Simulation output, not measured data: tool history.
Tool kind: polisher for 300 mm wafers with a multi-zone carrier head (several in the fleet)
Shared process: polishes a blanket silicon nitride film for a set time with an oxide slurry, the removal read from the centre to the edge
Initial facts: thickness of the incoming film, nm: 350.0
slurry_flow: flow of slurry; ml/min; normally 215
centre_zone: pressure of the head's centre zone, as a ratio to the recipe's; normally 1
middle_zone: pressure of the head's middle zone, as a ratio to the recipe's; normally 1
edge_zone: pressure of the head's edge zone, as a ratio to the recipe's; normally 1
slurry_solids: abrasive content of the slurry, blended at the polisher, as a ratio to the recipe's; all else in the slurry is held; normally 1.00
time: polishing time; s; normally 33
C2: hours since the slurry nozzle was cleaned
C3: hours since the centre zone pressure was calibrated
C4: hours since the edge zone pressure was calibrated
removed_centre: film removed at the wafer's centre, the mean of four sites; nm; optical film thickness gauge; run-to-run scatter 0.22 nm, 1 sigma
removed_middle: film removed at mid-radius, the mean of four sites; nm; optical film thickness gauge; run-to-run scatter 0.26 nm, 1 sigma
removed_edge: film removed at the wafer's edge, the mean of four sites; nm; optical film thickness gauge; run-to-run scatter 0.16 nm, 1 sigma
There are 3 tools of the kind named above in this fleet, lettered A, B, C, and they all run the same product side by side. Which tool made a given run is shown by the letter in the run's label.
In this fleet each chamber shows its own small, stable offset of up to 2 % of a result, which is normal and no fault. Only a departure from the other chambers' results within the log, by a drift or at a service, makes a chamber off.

-- hour=5.8 chamber C: worn pad replaced by a new one
run 1B hour=14.2 | slurry_flow=215 centre_zone=1 middle_zone=1 edge_zone=1 slurry_solids=1.00 time=33 | wafers_polished_on_this_pad=456 C2=254.2 C3=340.0 C4=496.3 | removed_centre=19.124 removed_middle=19.380 removed_edge=18.921
-- hour=20.8 chamber B: edge zone pressure recalibrated
-- hour=28.5 chamber A: worn pad replaced by a new one
run 2A hour=28.5 | slurry_flow=215 centre_zone=1 middle_zone=1 edge_zone=1 slurry_solids=1.00 time=33 | wafers_polished_on_this_pad=0 C2=246.1 C3=1005.4 C4=456.9 | removed_centre=19.130 removed_middle=19.219 removed_edge=19.133
run 3C hour=39.4 | slurry_flow=215 centre_zone=1 middle_zone=1 edge_zone=1 slurry_solids=1.00 time=33 | wafers_polished_on_this_pad=471 C2=135.7 C3=337.2 C4=621.3 | removed_centre=19.084 removed_middle=19.614 removed_edge=18.815
-- hour=42.0 chamber B: worn pad replaced by a new one
-- hour=43.5 chamber A: edge zone pressure recalibrated
run 4C hour=46.1 | slurry_flow=215 centre_zone=1 middle_zone=1 edge_zone=1 slurry_solids=1.00 time=33 | wafers_polished_on_this_pad=565 C2=142.4 C3=343.9 C4=628.0 | removed_centre=18.877 removed_middle=19.192 removed_edge=19.144
-- hour=47.5 chamber C: worn pad replaced by a new one
-- hour=54.1 chamber A: centre zone pressure recalibrated
run 5A hour=60.2 | slurry_flow=215 centre_zone=1 middle_zone=1 edge_zone=1 slurry_solids=1.00 time=33 | wafers_polished_on_this_pad=443 C2=277.8 C3=6.2 C4=16.7 | removed_centre=18.596 removed_middle=19.186 removed_edge=19.092
run 6B hour=70.3 | slurry_flow=215 centre_zone=1 middle_zone=1 edge_zone=1 slurry_solids=1.00 time=33 | wafers_polished_on_this_pad=397 C2=310.3 C3=396.1 C4=49.5 | removed_centre=19.316 removed_middle=19.069 removed_edge=19.224
run 7C hour=82.5 | slurry_flow=215 centre_zone=1 middle_zone=1 edge_zone=1 slurry_solids=1.00 time=33 | wafers_polished_on_this_pad=489 C2=178.8 C3=380.3 C4=664.4 | removed_centre=18.893 removed_middle=19.774 removed_edge=19.065
-- hour=86.8 chamber A: worn pad replaced by a new one
-- hour=89.2 chamber C: centre zone pressure recalibrated
run 8B hour=89.3 | slurry_flow=215 centre_zone=1 middle_zone=1 edge_zone=1 slurry_solids=1.00 time=33 | wafers_polished_on_this_pad=663 C2=329.3 C3=415.1 C4=68.5 | removed_centre=18.842 removed_middle=19.635 removed_edge=19.067
-- hour=90.2 chamber B: worn pad replaced by a new one
-- hour=95.8 chamber C: worn pad replaced by a new one
run 9A hour=96.3 | slurry_flow=215 centre_zone=1 middle_zone=1 edge_zone=1 slurry_solids=1.00 time=33 | wafers_polished_on_this_pad=133 C2=313.9 C3=42.3 C4=52.8 | removed_centre=18.790 removed_middle=19.139 removed_edge=19.375
run 10B hour=111.5 | slurry_flow=215 centre_zone=1 middle_zone=1 edge_zone=1 slurry_solids=1.00 time=33 | wafers_polished_on_this_pad=298 C2=351.5 C3=437.3 C4=90.7 | removed_centre=19.644 removed_middle=18.897 removed_edge=19.167
run 11A hour=121.4 | slurry_flow=215 centre_zone=1 middle_zone=1 edge_zone=1 slurry_solids=1.00 time=33 | wafers_polished_on_this_pad=484 C2=339.0 C3=67.4 C4=77.9 | removed_centre=19.107 removed_middle=19.776 removed_edge=19.092
run 12C hour=129.0 | slurry_flow=260 centre_zone=1 middle_zone=1 edge_zone=1 slurry_solids=1.00 time=33 | wafers_polished_on_this_pad=464 C2=225.3 C3=39.9 C4=710.9 | removed_centre=19.503 removed_middle=19.340 removed_edge=19.340
-- hour=133.4 chamber A: worn pad replaced by a new one
-- hour=137.3 chamber C: worn pad replaced by a new one
run 13A hour=140.7 | slurry_flow=260 centre_zone=1 middle_zone=1 edge_zone=1 slurry_solids=1.00 time=33 | wafers_polished_on_this_pad=102 C2=358.3 C3=86.7 C4=97.2 | removed_centre=19.386 removed_middle=19.907 removed_edge=19.878
run 14B hour=150.1 | slurry_flow=260 centre_zone=1 middle_zone=1 edge_zone=1 slurry_solids=1.00 time=33 | wafers_polished_on_this_pad=838 C2=390.1 C3=475.9 C4=129.3 | removed_centre=19.550 removed_middle=20.058 removed_edge=19.809
-- hour=150.2 chamber B: worn pad replaced by a new one
run 15C hour=163.0 | slurry_flow=215 centre_zone=1 middle_zone=1 edge_zone=1 slurry_solids=1.00 time=33 | wafers_polished_on_this_pad=360 C2=259.3 C3=73.9 C4=744.9 | removed_centre=18.907 removed_middle=19.128 removed_edge=19.115
run 16A hour=176.5 | slurry_flow=215 centre_zone=1 middle_zone=1 edge_zone=1 slurry_solids=1.00 time=33 | wafers_polished_on_this_pad=603 C2=394.1 C3=122.5 C4=133.0 | removed_centre=19.126 removed_middle=18.938 removed_edge=19.424
-- hour=182.2 chamber A: slurry nozzle cleaned
-- hour=183.2 chamber A: worn pad replaced by a new one
-- hour=186.1 chamber C: worn pad replaced by a new one
run 17C hour=189.9 | slurry_flow=215 centre_zone=1 middle_zone=1 edge_zone=1 slurry_solids=1.00 time=33 | wafers_polished_on_this_pad=53 C2=286.2 C3=100.8 C4=771.8 | removed_centre=19.265 removed_middle=19.187 removed_edge=19.226
run 18B hour=197.8 | slurry_flow=215 centre_zone=1 middle_zone=1 edge_zone=1 slurry_solids=1.00 time=33 | wafers_polished_on_this_pad=667 C2=437.8 C3=523.6 C4=177.0 | removed_centre=19.494 removed_middle=19.388 removed_edge=18.927
-- hour=199.9 chamber B: worn pad replaced by a new one
run 19A hour=205.0 | slurry_flow=215 centre_zone=1 middle_zone=1 edge_zone=1 slurry_solids=1.00 time=33 | wafers_polished_on_this_pad=305 C2=22.9 C3=151.0 C4=161.5 | removed_centre=18.441 removed_middle=19.452 removed_edge=19.541
run 20C hour=214.9 | slurry_flow=215 centre_zone=1 middle_zone=1 edge_zone=1 slurry_solids=1.00 time=33 | wafers_polished_on_this_pad=403 C2=311.2 C3=125.8 C4=796.8 | removed_centre=18.967 removed_middle=18.947 removed_edge=19.139
-- hour=221.6 chamber C: edge zone pressure recalibrated
run 21B hour=226.8 | slurry_flow=215 centre_zone=1 middle_zone=1 edge_zone=1 slurry_solids=0.85 time=33 | wafers_polished_on_this_pad=376 C2=466.8 C3=552.6 C4=206.0 | removed_centre=17.614 removed_middle=18.409 removed_edge=17.386
-- hour=231.3 chamber C: worn pad replaced by a new one
run 22C hour=240.1 | slurry_flow=215 centre_zone=1 middle_zone=1 edge_zone=1 slurry_solids=0.85 time=33 | wafers_polished_on_this_pad=123 C2=336.4 C3=151.0 C4=18.5 | removed_centre=17.277 removed_middle=17.801 removed_edge=17.446

Predict what each chamber gives when all 3 of them run the settings below next.
run 23A hour=251.0 | slurry_flow=215 centre_zone=1 middle_zone=1 edge_zone=1 slurry_solids=1.00 time=39 | removed_centre=? removed_middle=? removed_edge=?
run 23B hour=251.0 | slurry_flow=215 centre_zone=1 middle_zone=1 edge_zone=1 slurry_solids=1.00 time=39 | removed_centre=? removed_middle=? removed_edge=?
run 23C hour=251.0 | slurry_flow=215 centre_zone=1 middle_zone=1 edge_zone=1 slurry_solids=1.00 time=39 | removed_centre=? removed_middle=? removed_edge=?

run=23A removed_centre=22.749 removed_middle=22.893 removed_edge=22.578
run=23B removed_centre=22.598 removed_middle=22.731 removed_edge=22.772
run=23C removed_centre=22.615 removed_middle=22.846 removed_edge=22.607

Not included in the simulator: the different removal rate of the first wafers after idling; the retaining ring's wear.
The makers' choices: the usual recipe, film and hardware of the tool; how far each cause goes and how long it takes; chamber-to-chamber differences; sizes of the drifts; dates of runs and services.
